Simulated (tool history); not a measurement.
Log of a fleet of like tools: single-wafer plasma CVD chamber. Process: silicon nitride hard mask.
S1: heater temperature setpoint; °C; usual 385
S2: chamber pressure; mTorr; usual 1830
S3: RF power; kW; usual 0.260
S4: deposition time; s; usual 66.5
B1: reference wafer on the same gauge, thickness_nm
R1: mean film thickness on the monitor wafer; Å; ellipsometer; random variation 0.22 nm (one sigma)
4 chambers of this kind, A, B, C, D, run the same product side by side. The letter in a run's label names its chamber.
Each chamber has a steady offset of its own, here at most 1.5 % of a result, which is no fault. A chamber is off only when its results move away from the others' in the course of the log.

run,hour,S1,S2,S3,S4,B1,R1
1D,9.0,385,1830,0.260,66.5,69.952,732.47
# hour 9.1: chamber B: RF generator calibrated
2A,15.4,385,1830,0.260,66.5,70.050,721.02
3C,25.4,385,1830,0.260,66.5,69.983,724.95
4B,32.8,385,1830,0.260,66.5,69.993,713.79
5C,40.9,385,1830,0.260,66.5,69.985,724.50
6A,49.1,395,1830,0.275,66.5,70.021,749.56
7D,57.1,395,1830,0.275,66.5,70.009,748.64
8B,66.8,395,1830,0.275,66.5,70.022,743.40
9A,76.0,395,1830,0.275,66.5,70.014,745.77
10D,85.9,385,1830,0.260,66.5,69.969,727.56
11B,96.5,385,1830,0.260,66.5,69.968,720.04
12C,101.9,385,1830,0.260,71.2,69.973,777.92
13D,111.6,385,1830,0.260,71.2,70.015,776.31
14A,117.5,385,1830,0.260,71.2,69.957,762.64
15C,126.3,385,1830,0.260,71.2,69.992,774.72
16B,136.3,385,2060,0.260,72.7,70.013,809.95
17D,144.5,385,2060,0.260,72.7,69.969,821.36
18C,154.1,385,2060,0.260,72.7,70.010,819.96
19A,164.9,385,2060,0.260,72.7,69.954,805.43
20B,171.4,385,1830,0.260,66.5,69.956,716.46
# hour 177.2: chamber D: capacitance manometer re-zeroed and calibrated
21B,181.1,385,1830,0.260,66.5,69.976,715.74
22A,190.9,385,1830,0.260,66.5,69.983,713.27
23D,200.6,385,1830,0.260,66.5,69.998,729.28
24C,211.5,385,1430,0.300,66.5,70.008,744.36
25D,217.2,385,1430,0.300,66.5,70.019,747.17
26A,224.0,385,1430,0.300,66.5,69.998,726.17
27C,234.4,385,1430,0.300,66.5,69.989,741.41

All 4 chambers run these settings next. Forecast each chamber's results:
28A,242.2,385,1830,0.260,66.5,,?
28B,242.2,385,1830,0.260,66.5,,?
28C,242.2,385,1830,0.260,66.5,,?
28D,242.2,385,1830,0.260,66.5,,?

run,R1
28A,706.30
28B,717.35
28C,724.38
28D,728.09

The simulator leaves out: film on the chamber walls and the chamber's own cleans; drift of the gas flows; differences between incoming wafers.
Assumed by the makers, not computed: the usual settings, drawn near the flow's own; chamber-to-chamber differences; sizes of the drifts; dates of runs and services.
